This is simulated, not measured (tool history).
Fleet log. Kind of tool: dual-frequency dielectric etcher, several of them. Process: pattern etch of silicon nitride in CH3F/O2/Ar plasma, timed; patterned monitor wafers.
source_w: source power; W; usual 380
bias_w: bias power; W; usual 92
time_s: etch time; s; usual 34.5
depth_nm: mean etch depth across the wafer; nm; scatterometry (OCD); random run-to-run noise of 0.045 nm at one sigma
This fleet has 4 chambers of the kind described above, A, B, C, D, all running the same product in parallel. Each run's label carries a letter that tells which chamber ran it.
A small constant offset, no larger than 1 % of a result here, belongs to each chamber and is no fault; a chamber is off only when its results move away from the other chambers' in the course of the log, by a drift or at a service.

run	hour	source_w	bias_w	time_s	read-back reference wafer on the same gauge, depth_nm	depth_nm
1C	4.8	380	92	34.5	24.798	25.795
2B	9.4	380	92	34.5	24.791	25.753
3D	13.7	380	92	34.5	24.793	25.681
4A	18.5	380	92	34.5	24.783	25.750
# hour 22.2: chamber B: wet clean of the chamber
5A	23.4	380	92	34.5	24.794	25.719
6C	28.8	380	92	34.5	24.769	25.763
7D	32.9	380	92	34.5	24.781	25.667
8B	38.9	380	92	34.5	24.752	25.556
9A	42.0	380	92	25.5	24.754	18.975
10D	47.5	380	92	25.5	24.759	19.034
11B	53.3	380	92	25.5	24.767	18.963
12C	56.7	380	92	25.5	24.755	19.014
13A	60.0	380	71	34.5	24.739	23.528
14D	64.0	380	71	34.5	24.745	23.390
15B	68.6	380	71	34.5	24.744	23.391
16C	73.8	380	71	34.5	24.722	23.473
17B	79.1	380	92	34.5	24.726	25.589
18D	84.9	380	92	34.5	24.714	25.580
19C	91.4	380	92	34.5	24.724	25.728
20A	97.3	310	92	38.5	24.716	26.543
21A	100.3	310	92	38.5	24.710	26.600
22D	106.3	310	92	38.5	24.709	26.539
23B	110.6	310	92	38.5	24.714	26.430
24C	114.4	380	92	34.5	24.700	25.682
25B	119.7	430	92	34.5	24.692	26.714
26A	123.6	430	92	34.5	24.690	26.856
27D	127.5	430	92	34.5	24.686	26.723
28C	130.6	430	92	34.5	24.689	26.897
29C	134.7	380	92	34.5	24.679	25.673
# hour 139.4: chamber C: wet clean of the chamber
# hour 140.2: chamber D: bias power generator calibrated
30B	140.7	380	92	34.5	24.669	25.548
31D	144.7	380	92	34.5	24.687	25.543
32A	150.0	340	92	34.5	24.663	24.670
33B	153.6	340	92	34.5	24.661	24.534
34C	158.7	340	92	34.5	24.673	24.562
35D	163.8	340	92	34.5	24.650	24.518
36A	168.8	380	92	34.5	24.650	25.589
37A	173.5	380	92	34.5	24.649	25.651
38B	176.4	380	92	34.5	24.652	25.429
39C	182.3	450	92	28.0	24.645	22.133
40D	185.8	450	92	28.0	24.627	22.082
41D	190.2	450	92	28.0	24.620	22.138
42A	194.2	450	92	28.0	24.635	22.144

The same settings go to every chamber for the next run, one line per chamber below. Forecast the results for each:
43A	198.9	310	92	34.5		?
43B	198.9	310	92	34.5		?
43C	198.9	310	92	34.5		?
43D	198.9	310	92	34.5		?

run	depth_nm
43A	23.671
43B	23.671
43C	23.802
43D	23.611
